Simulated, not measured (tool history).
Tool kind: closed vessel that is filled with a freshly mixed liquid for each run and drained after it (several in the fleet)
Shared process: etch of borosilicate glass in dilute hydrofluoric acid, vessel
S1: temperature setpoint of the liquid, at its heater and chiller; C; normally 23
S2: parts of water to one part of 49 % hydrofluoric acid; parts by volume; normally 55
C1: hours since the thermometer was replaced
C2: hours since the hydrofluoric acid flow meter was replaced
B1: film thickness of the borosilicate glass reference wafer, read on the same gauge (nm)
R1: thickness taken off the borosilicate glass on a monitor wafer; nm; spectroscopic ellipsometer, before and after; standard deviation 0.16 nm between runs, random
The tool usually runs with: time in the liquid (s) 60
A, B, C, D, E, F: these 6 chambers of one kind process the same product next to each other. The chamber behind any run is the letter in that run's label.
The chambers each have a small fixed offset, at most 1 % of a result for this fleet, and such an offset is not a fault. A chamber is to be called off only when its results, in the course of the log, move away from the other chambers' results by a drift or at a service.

At hour 11.1: chamber C: hydrofluoric acid flow meter replaced.
Run 1E, hour 12.9: usual settings; C1 1305.3; C2 338.9; B1 39.992. Result: R1 32.539 nm.
Run 2C, hour 21.4: usual settings; C1 1962.7; C2 10.4; B1 40.003. Result: R1 32.609 nm.
Run 3B, hour 28: usual settings; C1 79.6; C2 582; B1 39.993. Result: R1 32.256 nm.
Run 4D, hour 36.7: usual settings; C1 146.8; C2 806.3; B1 40.017. Result: R1 32.47 nm.
Run 5A, hour 42.8: usual settings; C1 2394.5; C2 813.6; B1 39.993. Result: R1 32.305 nm.
Run 6F, hour 50.7: usual settings; C1 380.2; C2 433.3; B1 40.005. Result: R1 32.593 nm.
Run 7B, hour 56.4: usual settings; C1 108; C2 610.4; B1 40.032. Result: R1 32.644 nm.
Run 8C, hour 66.9: usual settings; C1 2008.2; C2 55.9; B1 39.991. Result: R1 32.321 nm.
Run 9F, hour 74.1: usual settings; C1 403.6; C2 456.7; B1 40.009. Result: R1 32.369 nm.
At hour 76: chamber F: hydrofluoric acid flow meter replaced.
Run 10D, hour 81.9: usual settings; C1 192; C2 851.5; B1 40.022. Result: R1 32.351 nm.
Run 11E, hour 93.3: usual settings; C1 1385.7; C2 419.3; B1 40. Result: R1 32.189 nm.
Run 12A, hour 104.2: usual settings; C1 2455.9; C2 875; B1 39.988. Result: R1 32.308 nm.
Run 13B, hour 113.8: usual settings; C1 165.4; C2 667.8; B1 39.988. Result: R1 32.571 nm.
Run 14F, hour 122.1: usual settings; C1 451.6; C2 46.1; B1 39.983. Result: R1 32.2 nm.
Run 15C, hour 130.8: usual settings; C1 2072.1; C2 119.8; B1 40.013. Result: R1 32.334 nm.
At hour 131.2: chamber B: hydrofluoric acid flow meter replaced.
Run 16E, hour 139.8: usual settings; C1 1432.2; C2 465.8; B1 40.009. Result: R1 32.352 nm.
Run 17A, hour 145.9: usual settings; C1 2497.6; C2 916.7; B1 39.998. Result: R1 32.562 nm.
Run 18D, hour 154.2: usual settings; C1 264.3; C2 923.8; B1 40.007. Result: R1 32.396 nm.
Run 19C, hour 165.8: usual settings; C1 2107.1; C2 154.8; B1 40.006. Result: R1 32.384 nm.
Run 20E, hour 176.3: usual settings; C1 1468.7; C2 502.3; B1 39.988. Result: R1 32.166 nm.
Run 21D, hour 187.1: usual settings; C1 297.2; C2 956.7; B1 40.009. Result: R1 32.428 nm.
Run 22F, hour 195.4: usual settings but S1 21.5 C, S2 30 parts by volume; C1 524.9; C2 119.4; B1 39.998. Result: R1 56.958 nm.
Run 23B, hour 207.8: usual settings but S1 21.5 C, S2 30 parts by volume; C1 259.4; C2 76.7; B1 40.005. Result: R1 57.422 nm.
Run 24A, hour 215.4: usual settings but S1 21.5 C, S2 30 parts by volume; C1 2567.1; C2 986.2; B1 40.008. Result: R1 58.476 nm.
Run 25B, hour 223.5: usual settings but S1 21.5 C, S2 30 parts by volume; C1 275.1; C2 92.4; B1 40.005. Result: R1 56.871 nm.
Run 26A, hour 234.3: usual settings but S1 21.5 C, S2 30 parts by volume; C1 2586; C2 1005.1; B1 40. Result: R1 58.574 nm.
Run 27E, hour 246.5: usual settings but S1 21.5 C, S2 30 parts by volume; C1 1538.9; C2 572.5; B1 40.019. Result: R1 57.499 nm.
Run 28F, hour 256.5: usual settings but S2 70 parts by volume; C1 586; C2 180.5; B1 40.023. Result: R1 24.685 nm.
Run 29D, hour 267.7: usual settings but S2 70 parts by volume; C1 377.8; C2 1037.3; B1 39.981. Result: R1 24.758 nm.
Run 30C, hour 277.9: usual settings but S2 70 parts by volume; C1 2219.2; C2 266.9; B1 40.006. Result: R1 24.851 nm.
Run 31E, hour 285: usual settings but S2 70 parts by volume; C1 1577.4; C2 611; B1 39.985. Result: R1 25.107 nm.
Run 32D, hour 294: usual settings but S2 70 parts by volume; C1 404.1; C2 1063.6; B1 40.011. Result: R1 24.781 nm.
Run 33B, hour 305.4: usual settings but S2 70 parts by volume; C1 357; C2 174.3; B1 40.004. Result: R1 24.846 nm.
Run 34F, hour 317.4: usual settings; C1 646.9; C2 241.4; B1 40.007. Result: R1 32.329 nm.
Run 35C, hour 325.1: usual settings; C1 2266.4; C2 314.1; B1 39.994. Result: R1 32.433 nm.
Run 36A, hour 332: usual settings; C1 2683.7; C2 1102.8; B1 39.995. Result: R1 34.588 nm.
Run 37E, hour 338.8: usual settings; C1 1631.2; C2 664.8; B1 40.008. Result: R1 31.855 nm.
Run 38B, hour 351: usual settings; C1 402.6; C2 219.9; B1 40.015. Result: R1 32.151 nm.
Run 39D, hour 363.7: usual settings but S1 27 C; C1 473.8; C2 1133.3; B1 40.027. Result: R1 38 nm.
Run 40A, hour 375.3: usual settings but S1 27 C; C1 2727; C2 1146.1; B1 39.986. Result: R1 40.765 nm.
Run 41C, hour 385.3: usual settings but S1 27 C; C1 2326.6; C2 374.3; B1 39.986. Result: R1 38.259 nm.

For the next run the whole fleet of 6 chambers uses the same settings. Give each chamber's results:
Run 42A, hour 394.5: usual settings but S2 65 parts by volume. Result: R1 ?.
Run 42B, hour 394.5: usual settings but S2 65 parts by volume. Result: R1 ?.
Run 42C, hour 394.5: usual settings but S2 65 parts by volume. Result: R1 ?.
Run 42D, hour 394.5: usual settings but S2 65 parts by volume. Result: R1 ?.
Run 42E, hour 394.5: usual settings but S2 65 parts by volume. Result: R1 ?.
Run 42F, hour 394.5: usual settings but S2 65 parts by volume. Result: R1 ?.

run      R1
42A   29.03
42B  27.144
42C  26.973
42D  27.203
42E  27.014
42F  26.989
